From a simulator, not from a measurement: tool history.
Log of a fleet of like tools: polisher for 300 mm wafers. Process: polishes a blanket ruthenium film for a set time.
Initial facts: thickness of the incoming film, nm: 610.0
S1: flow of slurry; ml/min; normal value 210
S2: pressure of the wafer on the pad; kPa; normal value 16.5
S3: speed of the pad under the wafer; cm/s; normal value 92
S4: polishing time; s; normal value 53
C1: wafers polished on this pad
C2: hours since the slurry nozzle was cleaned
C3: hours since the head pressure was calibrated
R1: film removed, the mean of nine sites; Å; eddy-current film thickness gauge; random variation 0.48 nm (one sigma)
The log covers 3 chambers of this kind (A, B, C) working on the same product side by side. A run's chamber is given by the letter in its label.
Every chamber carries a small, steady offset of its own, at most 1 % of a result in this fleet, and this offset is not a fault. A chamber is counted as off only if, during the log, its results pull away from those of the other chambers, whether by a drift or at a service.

{"day": 0.275, "done": "chamber B: worn pad replaced by a new one"}
{"run": "1B", "day": 0.333, "S1": 210, "S2": 16.5, "S3": 92, "S4": 53, "C1": 20, "C2": 570.8, "C3": 402, "R1": 642.51}
{"run": "2A", "day": 0.658, "S1": 210, "S2": 16.5, "S3": 92, "S4": 53, "C1": 533, "C2": 111.8, "C3": 213.3, "R1": 643.29}
{"day": 0.854, "done": "chamber C: worn pad replaced by a new one"}
{"run": "3C", "day": 0.933, "S1": 210, "S2": 16.5, "S3": 92, "S4": 53, "C1": 27, "C2": 70.2, "C3": 833.5, "R1": 637.15}
{"run": "4B", "day": 1.183, "S1": 210, "S2": 16.5, "S3": 92, "S4": 53, "C1": 316, "C2": 591.2, "C3": 422.4, "R1": 654.29}
{"run": "5C", "day": 1.425, "S1": 210, "S2": 16.5, "S3": 92, "S4": 53, "C1": 199, "C2": 82, "C3": 845.3, "R1": 651.52}
{"run": "6A", "day": 1.608, "S1": 210, "S2": 16.5, "S3": 92, "S4": 53, "C1": 864, "C2": 134.6, "C3": 236.1, "R1": 636.83}
{"run": "7C", "day": 1.888, "S1": 210, "S2": 16.5, "S3": 92, "S4": 53, "C1": 360, "C2": 93.1, "C3": 856.4, "R1": 644.08}
{"run": "8B", "day": 2.121, "S1": 210, "S2": 16.5, "S3": 92, "S4": 53, "C1": 643, "C2": 613.7, "C3": 444.9, "R1": 639.74}
{"run": "9A", "day": 2.425, "S1": 210, "S2": 16.5, "S3": 92, "S4": 53, "C1": 1149, "C2": 154.2, "C3": 255.7, "R1": 645.44}
{"day": 2.475, "done": "chamber B: head pressure recalibrated"}
{"run": "10C", "day": 2.738, "S1": 210, "S2": 16.5, "S3": 92, "S4": 53, "C1": 656, "C2": 113.5, "C3": 876.8, "R1": 642.18}
{"day": 3.025, "done": "chamber B: worn pad replaced by a new one"}
{"run": "11B", "day": 3.125, "S1": 210, "S2": 16.5, "S3": 92, "S4": 53, "C1": 35, "C2": 637.8, "C3": 15.6, "R1": 653.58}
{"run": "12A", "day": 3.346, "S1": 210, "S2": 16.5, "S3": 92, "S4": 53, "C1": 1470, "C2": 176.3, "C3": 277.8, "R1": 638.53}
{"run": "13A", "day": 3.692, "S1": 210, "S2": 16.5, "S3": 92, "S4": 53, "C1": 1590, "C2": 184.6, "C3": 286.1, "R1": 649.1}
{"day": 3.746, "done": "chamber B: slurry nozzle cleaned"}
{"day": 3.808, "done": "chamber C: worn pad replaced by a new one"}
{"run": "14C", "day": 3.954, "S1": 210, "S2": 16.5, "S3": 92, "S4": 53, "C1": 51, "C2": 142.7, "C3": 906, "R1": 645.4}
{"run": "15B", "day": 4.133, "S1": 210, "S2": 16.5, "S3": 92, "S4": 53, "C1": 387, "C2": 9.3, "C3": 39.8, "R1": 652.87}
{"run": "16B", "day": 4.533, "S1": 210, "S2": 12.4, "S3": 92, "S4": 53, "C1": 526, "C2": 18.9, "C3": 49.4, "R1": 480.12}
{"run": "17C", "day": 4.921, "S1": 210, "S2": 12.4, "S3": 92, "S4": 53, "C1": 388, "C2": 165.9, "C3": 929.2, "R1": 477.67}
{"run": "18A", "day": 5.196, "S1": 210, "S2": 12.4, "S3": 92, "S4": 53, "C1": 2114, "C2": 220.7, "C3": 322.2, "R1": 472.15}
{"run": "19A", "day": 5.525, "S1": 210, "S2": 19.3, "S3": 92, "S4": 53, "C1": 2229, "C2": 228.6, "C3": 330.1, "R1": 738.65}
{"run": "20C", "day": 5.917, "S1": 210, "S2": 19.3, "S3": 92, "S4": 53, "C1": 735, "C2": 189.8, "C3": 953.1, "R1": 758.67}
{"day": 6.071, "done": "chamber A: slurry nozzle cleaned"}
{"day": 6.096, "done": "chamber B: worn pad replaced by a new one"}
{"run": "21B", "day": 6.3, "S1": 210, "S2": 19.3, "S3": 92, "S4": 53, "C1": 72, "C2": 61.3, "C3": 91.8, "R1": 755.11}
{"day": 6.329, "done": "chamber C: worn pad replaced by a new one"}
{"run": "22A", "day": 6.583, "S1": 210, "S2": 14.5, "S3": 74, "S4": 53, "C1": 2598, "C2": 12.3, "C3": 355.5, "R1": 435.83}
{"run": "23C", "day": 6.862, "S1": 210, "S2": 14.5, "S3": 74, "S4": 53, "C1": 186, "C2": 212.5, "C3": 975.8, "R1": 457.06}
{"day": 7.238, "done": "chamber C: slurry nozzle cleaned"}
{"run": "24B", "day": 7.246, "S1": 210, "S2": 14.5, "S3": 74, "S4": 53, "C1": 401, "C2": 84, "C3": 114.5, "R1": 451.16}
{"run": "25C", "day": 7.579, "S1": 210, "S2": 16.5, "S3": 92, "S4": 53, "C1": 435, "C2": 8.2, "C3": 993, "R1": 639.47}
{"run": "26B", "day": 7.933, "S1": 210, "S2": 16.5, "S3": 92, "S4": 53, "C1": 641, "C2": 100.5, "C3": 131, "R1": 651.25}
{"run": "27A", "day": 8.229, "S1": 210, "S2": 16.5, "S3": 92, "S4": 53, "C1": 3171, "C2": 51.8, "C3": 395, "R1": 621.99}
{"run": "28A", "day": 8.604, "S1": 210, "S2": 16.5, "S3": 92, "S4": 53, "C1": 3302, "C2": 60.8, "C3": 404, "R1": 622.23}
{"run": "29B", "day": 8.888, "S1": 210, "S2": 12.4, "S3": 92, "S4": 40, "C1": 973, "C2": 123.4, "C3": 153.9, "R1": 363.95}
{"day": 9.004, "done": "chamber C: worn pad replaced by a new one"}
{"run": "30C", "day": 9.275, "S1": 210, "S2": 12.4, "S3": 92, "S4": 40, "C1": 94, "C2": 48.9, "C3": 1033.7, "R1": 364.38}
{"day": 9.329, "done": "chamber B: worn pad replaced by a new one"}
{"run": "31B", "day": 9.55, "S1": 210, "S2": 12.4, "S3": 92, "S4": 40, "C1": 77, "C2": 139.3, "C3": 169.8, "R1": 362.41}
{"run": "32A", "day": 9.867, "S1": 210, "S2": 16.5, "S3": 92, "S4": 53, "C1": 3742, "C2": 91.1, "C3": 434.3, "R1": 619.28}
{"run": "33C", "day": 10.117, "S1": 210, "S2": 16.5, "S3": 92, "S4": 53, "C1": 388, "C2": 69.1, "C3": 1053.9, "R1": 639.93}
{"run": "34B", "day": 10.312, "S1": 210, "S2": 16.5, "S3": 92, "S4": 53, "C1": 342, "C2": 157.6, "C3": 188.1, "R1": 653.11}
{"run": "35C", "day": 10.675, "S1": 210, "S2": 16.5, "S3": 92, "S4": 53, "C1": 582, "C2": 82.5, "C3": 1067.3, "R1": 645.18}
{"run": "36A", "day": 11.012, "S1": 210, "S2": 16.5, "S3": 92, "S4": 53, "C1": 4141, "C2": 118.6, "C3": 461.8, "R1": 606.57}
{"run": "37A", "day": 11.275, "S1": 210, "S2": 16.5, "S3": 92, "S4": 53, "C1": 4232, "C2": 124.9, "C3": 468.1, "R1": 606.26}
{"run": "38C", "day": 11.604, "S1": 210, "S2": 16.5, "S3": 92, "S4": 53, "C1": 906, "C2": 104.8, "C3": 1089.6, "R1": 650.83}
{"run": "39B", "day": 11.95, "S1": 210, "S2": 16.5, "S3": 92, "S4": 71, "C1": 913, "C2": 196.9, "C3": 227.4, "R1": 878.93}

Each of the 3 chambers runs these same settings next. Fill in every chamber's results:
{"run": "40A", "day": 12.242, "S1": 210, "S2": 16.5, "S3": 92, "S4": 53, "R1": "?"}
{"run": "40B", "day": 12.242, "S1": 210, "S2": 16.5, "S3": 92, "S4": 53, "R1": "?"}
{"run": "40C", "day": 12.242, "S1": 210, "S2": 16.5, "S3": 92, "S4": 53, "R1": "?"}

run=40A R1=599.91
run=40B R1=648.51
run=40C R1=643.42

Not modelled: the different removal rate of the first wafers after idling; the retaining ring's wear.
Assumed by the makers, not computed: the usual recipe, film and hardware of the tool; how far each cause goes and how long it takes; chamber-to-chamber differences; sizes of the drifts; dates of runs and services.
